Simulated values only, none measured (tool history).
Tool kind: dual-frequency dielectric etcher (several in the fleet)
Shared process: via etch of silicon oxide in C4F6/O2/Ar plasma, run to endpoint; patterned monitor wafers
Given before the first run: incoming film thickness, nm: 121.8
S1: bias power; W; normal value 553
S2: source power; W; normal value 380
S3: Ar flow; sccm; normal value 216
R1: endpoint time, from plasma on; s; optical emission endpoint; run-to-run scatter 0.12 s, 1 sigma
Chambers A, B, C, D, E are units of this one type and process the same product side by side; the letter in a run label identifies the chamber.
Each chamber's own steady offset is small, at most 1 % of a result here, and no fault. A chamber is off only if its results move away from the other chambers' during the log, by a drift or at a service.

| run | hour | S1 | S2 | S3 | R1 |
|---|---|---|---|---|---|
| 1E | 3.4 | 553 | 380 | 216 | 25.207 |
| 2A | 7.3 | 553 | 380 | 216 | 25.293 |
| 3C | 10.5 | 553 | 380 | 216 | 25.249 |
| 4B | 13.2 | 553 | 380 | 216 | 25.155 |
| 5D | 17.5 | 553 | 380 | 216 | 25.158 |
| 6D | 19.9 | 553 | 380 | 216 | 25.362 |
| 7A | 22 | 431 | 450 | 216 | 26.034 |
| 8E | 24.9 | 431 | 450 | 216 | 26.054 |
| 9C | 29.5 | 431 | 450 | 216 | 26.387 |
| 10B | 33 | 431 | 450 | 216 | 26.025 |
| 11C | 36.3 | 431 | 450 | 216 | 26.147 |
| 12E | 40.8 | 553 | 380 | 216 | 25.291 |
| 13B | 44.2 | 553 | 300 | 216 | 27.384 |
| 14A | 46.9 | 553 | 300 | 216 | 27.748 |
| 15D | 51.8 | 553 | 300 | 216 | 27.511 |
| 16B | 55.9 | 553 | 300 | 216 | 27.586 |
| 17C | 60.8 | 553 | 300 | 216 | 27.677 |
| 18E | 63 | 553 | 380 | 216 | 25.38 |
| 19D | 65.5 | 553 | 380 | 216 | 25.292 |
| 20A | 67.7 | 553 | 380 | 216 | 25.69 |
| 21C | 71.4 | 553 | 380 | 216 | 25.541 |
| 22B | 74.5 | 553 | 380 | 216 | 25.353 |
| 23A | 78 | 622 | 310 | 216 | 26.137 |
| 24E | 80.4 | 622 | 310 | 216 | 26.184 |
| 25D | 84.4 | 622 | 310 | 216 | 25.905 |
| 26B | 89.2 | 622 | 310 | 216 | 26.134 |
| 27A | 93.2 | 622 | 310 | 216 | 26.269 |
| 28E | 97.6 | 553 | 380 | 216 | 25.539 |
| 29C | 101.9 | 553 | 380 | 216 | 25.56 |
| 30D | 104.4 | 553 | 350 | 216 | 26.12 |
| 31C | 108.9 | 553 | 350 | 216 | 26.132 |
| 32D | 112.1 | 553 | 350 | 216 | 26.164 |
| 33B | 114.5 | 553 | 350 | 216 | 26.26 |
| 34E | 117.2 | 553 | 350 | 216 | 26.068 |
| 35A | 121.3 | 553 | 380 | 216 | 25.475 |
| 36A | 124.3 | 553 | 380 | 216 | 25.37 |
| 37C | 129.1 | 553 | 380 | 216 | 25.734 |
| 38E | 132.5 | 553 | 450 | 192 | 23.625 |
| 39B | 135.3 | 553 | 450 | 192 | 23.506 |
| 40D | 138.3 | 553 | 450 | 192 | 23.229 |

Read the log: is a single chamber off, either drifting away or since a service, is the gauge that measures every chamber drifting, or is nothing wrong beyond small per-chamber offsets? Name any odd chamber and what most likely caused it.

Nothing is wrong: each chamber keeps only its own small, steady offset and the gauge holds still.

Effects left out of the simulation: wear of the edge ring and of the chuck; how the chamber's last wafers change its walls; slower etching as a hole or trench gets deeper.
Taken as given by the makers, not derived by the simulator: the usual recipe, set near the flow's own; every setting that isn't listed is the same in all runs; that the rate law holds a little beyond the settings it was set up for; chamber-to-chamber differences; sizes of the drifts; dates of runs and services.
